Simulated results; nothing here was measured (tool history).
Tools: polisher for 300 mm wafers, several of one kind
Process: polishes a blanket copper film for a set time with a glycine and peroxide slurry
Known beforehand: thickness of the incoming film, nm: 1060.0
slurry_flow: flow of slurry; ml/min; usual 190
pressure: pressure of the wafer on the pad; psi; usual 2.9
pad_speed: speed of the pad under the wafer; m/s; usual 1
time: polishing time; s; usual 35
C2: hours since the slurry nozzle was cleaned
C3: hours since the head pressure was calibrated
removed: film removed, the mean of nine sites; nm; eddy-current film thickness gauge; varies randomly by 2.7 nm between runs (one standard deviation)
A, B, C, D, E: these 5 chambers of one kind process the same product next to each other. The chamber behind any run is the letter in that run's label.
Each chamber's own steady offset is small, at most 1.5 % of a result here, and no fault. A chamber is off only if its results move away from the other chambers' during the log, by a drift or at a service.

run 1E hour=12 | slurry_flow=190 pressure=2.9 pad_speed=1 time=35 | wafers_polished_on_this_pad=457 C2=196 C3=230.4 | removed=183.17
run 2C hour=21.4 | slurry_flow=190 pressure=2.9 pad_speed=1 time=35 | wafers_polished_on_this_pad=379 C2=795 C3=744.9 | removed=188.93
-- hour=23 chamber D: worn pad replaced by a new one
run 3A hour=32.8 | slurry_flow=190 pressure=2.9 pad_speed=1 time=35 | wafers_polished_on_this_pad=1037 C2=438.1 C3=394.7 | removed=185.88
-- hour=34.7 chamber B: slurry nozzle cleaned
run 4D hour=42.1 | slurry_flow=190 pressure=2.9 pad_speed=1 time=35 | wafers_polished_on_this_pad=265 C2=202.4 C3=916.6 | removed=181.88
-- hour=42.2 chamber B: worn pad replaced by a new one
run 5B hour=48.9 | slurry_flow=190 pressure=3.4 pad_speed=1 time=35 | wafers_polished_on_this_pad=93 C2=14.3 C3=815 | removed=213.77
run 6D hour=56 | slurry_flow=190 pressure=3.4 pad_speed=1 time=35 | wafers_polished_on_this_pad=458 C2=216.3 C3=930.5 | removed=212.07
-- hour=61.3 chamber C: worn pad replaced by a new one
run 7E hour=62 | slurry_flow=190 pressure=3.4 pad_speed=1 time=35 | wafers_polished_on_this_pad=1149 C2=246 C3=280.4 | removed=211.04
-- hour=73.2 chamber A: head pressure recalibrated
run 8A hour=74.8 | slurry_flow=190 pressure=3.4 pad_speed=1 time=35 | wafers_polished_on_this_pad=1619 C2=480.1 C3=1.7 | removed=211.82
run 9B hour=85.8 | slurry_flow=190 pressure=3.4 pad_speed=1 time=35 | wafers_polished_on_this_pad=604 C2=51.2 C3=851.9 | removed=214.57
-- hour=88.1 chamber D: worn pad replaced by a new one
run 10C hour=96 | slurry_flow=190 pressure=2.9 pad_speed=1 time=35 | wafers_polished_on_this_pad=481 C2=869.6 C3=819.5 | removed=188.96
-- hour=101.9 chamber E: worn pad replaced by a new one
run 11D hour=106.1 | slurry_flow=190 pressure=2.9 pad_speed=1 time=35 | wafers_polished_on_this_pad=249 C2=266.4 C3=980.6 | removed=183.86
-- hour=106.8 chamber E: slurry nozzle cleaned
-- hour=109.6 chamber B: worn pad replaced by a new one
run 12B hour=118.6 | slurry_flow=190 pressure=2.9 pad_speed=1 time=35 | wafers_polished_on_this_pad=125 C2=84 C3=884.7 | removed=186.13
-- hour=122 chamber C: slurry nozzle cleaned
-- hour=122.8 chamber C: worn pad replaced by a new one
run 13C hour=127.3 | slurry_flow=190 pressure=2.9 pad_speed=1 time=35 | wafers_polished_on_this_pad=63 C2=5.3 C3=850.8 | removed=191.88
-- hour=128.6 chamber C: head pressure recalibrated
run 14E hour=133.9 | slurry_flow=190 pressure=2.9 pad_speed=1 time=35 | wafers_polished_on_this_pad=443 C2=27.2 C3=352.3 | removed=180.46
run 15A hour=141.3 | slurry_flow=190 pressure=2.9 pad_speed=1 time=35 | wafers_polished_on_this_pad=2540 C2=546.6 C3=68.2 | removed=181.64
run 16D hour=148.1 | slurry_flow=190 pressure=2.9 pad_speed=1 time=35 | wafers_polished_on_this_pad=831 C2=308.4 C3=1022.6 | removed=177.47
-- hour=150.7 chamber D: head pressure recalibrated
run 17C hour=158.2 | slurry_flow=150 pressure=2.9 pad_speed=0.76 time=35 | wafers_polished_on_this_pad=491 C2=36.2 C3=29.7 | removed=143.63
-- hour=161.6 chamber D: worn pad replaced by a new one
-- hour=166 chamber B: worn pad replaced by a new one
run 18B hour=167.3 | slurry_flow=150 pressure=2.9 pad_speed=0.76 time=35 | wafers_polished_on_this_pad=19 C2=132.7 C3=933.4 | removed=144.97
-- hour=169.1 chamber D: slurry nozzle cleaned
run 19E hour=180 | slurry_flow=150 pressure=2.9 pad_speed=0.76 time=35 | wafers_polished_on_this_pad=1081 C2=73.3 C3=398.4 | removed=143.3
run 20A hour=188 | slurry_flow=150 pressure=2.9 pad_speed=0.76 time=35 | wafers_polished_on_this_pad=3186 C2=593.3 C3=114.9 | removed=137.3
-- hour=189.1 chamber C: worn pad replaced by a new one
-- hour=196.5 chamber B: head pressure recalibrated
run 21B hour=197.3 | slurry_flow=150 pressure=2.9 pad_speed=0.76 time=35 | wafers_polished_on_this_pad=434 C2=162.7 C3=0.8 | removed=142.73
run 22D hour=204.6 | slurry_flow=190 pressure=2.9 pad_speed=1 time=35 | wafers_polished_on_this_pad=596 C2=35.6 C3=53.9 | removed=185.48
-- hour=212.1 chamber E: worn pad replaced by a new one
run 23A hour=213.1 | slurry_flow=190 pressure=2.9 pad_speed=1 time=35 | wafers_polished_on_this_pad=3534 C2=618.4 C3=140 | removed=174.97
-- hour=219.9 chamber B: slurry nozzle cleaned
run 24C hour=224 | slurry_flow=190 pressure=2.9 pad_speed=1 time=35 | wafers_polished_on_this_pad=484 C2=102 C3=95.5 | removed=187.72
-- hour=226.1 chamber A: slurry nozzle cleaned
-- hour=229.4 chamber B: worn pad replaced by a new one
run 25E hour=230.3 | slurry_flow=190 pressure=2.9 pad_speed=1 time=35 | wafers_polished_on_this_pad=252 C2=123.6 C3=448.7 | removed=183.77
-- hour=232.4 chamber D: worn pad replaced by a new one
run 26E hour=241.7 | slurry_flow=190 pressure=2.9 pad_speed=1 time=35 | wafers_polished_on_this_pad=409 C2=135 C3=460.1 | removed=185.28
run 27C hour=253.7 | slurry_flow=190 pressure=2.9 pad_speed=1 time=35 | wafers_polished_on_this_pad=895 C2=131.7 C3=125.2 | removed=188.12
run 28A hour=259.7 | slurry_flow=190 pressure=2.9 pad_speed=1 time=35 | wafers_polished_on_this_pad=4179 C2=33.6 C3=186.6 | removed=176.89
-- hour=260.7 chamber C: worn pad replaced by a new one
run 29B hour=267.7 | slurry_flow=190 pressure=2.9 pad_speed=1 time=35 | wafers_polished_on_this_pad=531 C2=47.9 C3=71.2 | removed=188.39
run 30D hour=277.5 | slurry_flow=190 pressure=2.9 pad_speed=1.12 time=35 | wafers_polished_on_this_pad=625 C2=108.5 C3=126.8 | removed=204.72
run 31E hour=283.1 | slurry_flow=190 pressure=2.9 pad_speed=1.12 time=35 | wafers_polished_on_this_pad=983 C2=176.4 C3=501.5 | removed=204.51
run 32D hour=292.4 | slurry_flow=190 pressure=2.9 pad_speed=1.12 time=35 | wafers_polished_on_this_pad=832 C2=123.4 C3=141.7 | removed=202.08
-- hour=293.1 chamber B: worn pad replaced by a new one
run 33C hour=299.7 | slurry_flow=190 pressure=2.9 pad_speed=1.12 time=35 | wafers_polished_on_this_pad=540 C2=177.7 C3=171.2 | removed=205.96
run 34B hour=311.5 | slurry_flow=190 pressure=2.9 pad_speed=1.12 time=35 | wafers_polished_on_this_pad=255 C2=91.7 C3=115 | removed=206.07

Next, all 5 chambers run the settings below, one line each with question marks for the results. What does each chamber give?
run 35A hour=320.7 | slurry_flow=190 pressure=2.9 pad_speed=1 time=35 | removed=?
run 35B hour=320.7 | slurry_flow=190 pressure=2.9 pad_speed=1 time=35 | removed=?
run 35C hour=320.7 | slurry_flow=190 pressure=2.9 pad_speed=1 time=35 | removed=?
run 35D hour=320.7 | slurry_flow=190 pressure=2.9 pad_speed=1 time=35 | removed=?
run 35E hour=320.7 | slurry_flow=190 pressure=2.9 pad_speed=1 time=35 | removed=?

run=35A removed=168.55
run=35B removed=184.97
run=35C removed=190.15
run=35D removed=186.3
run=35E removed=187.84
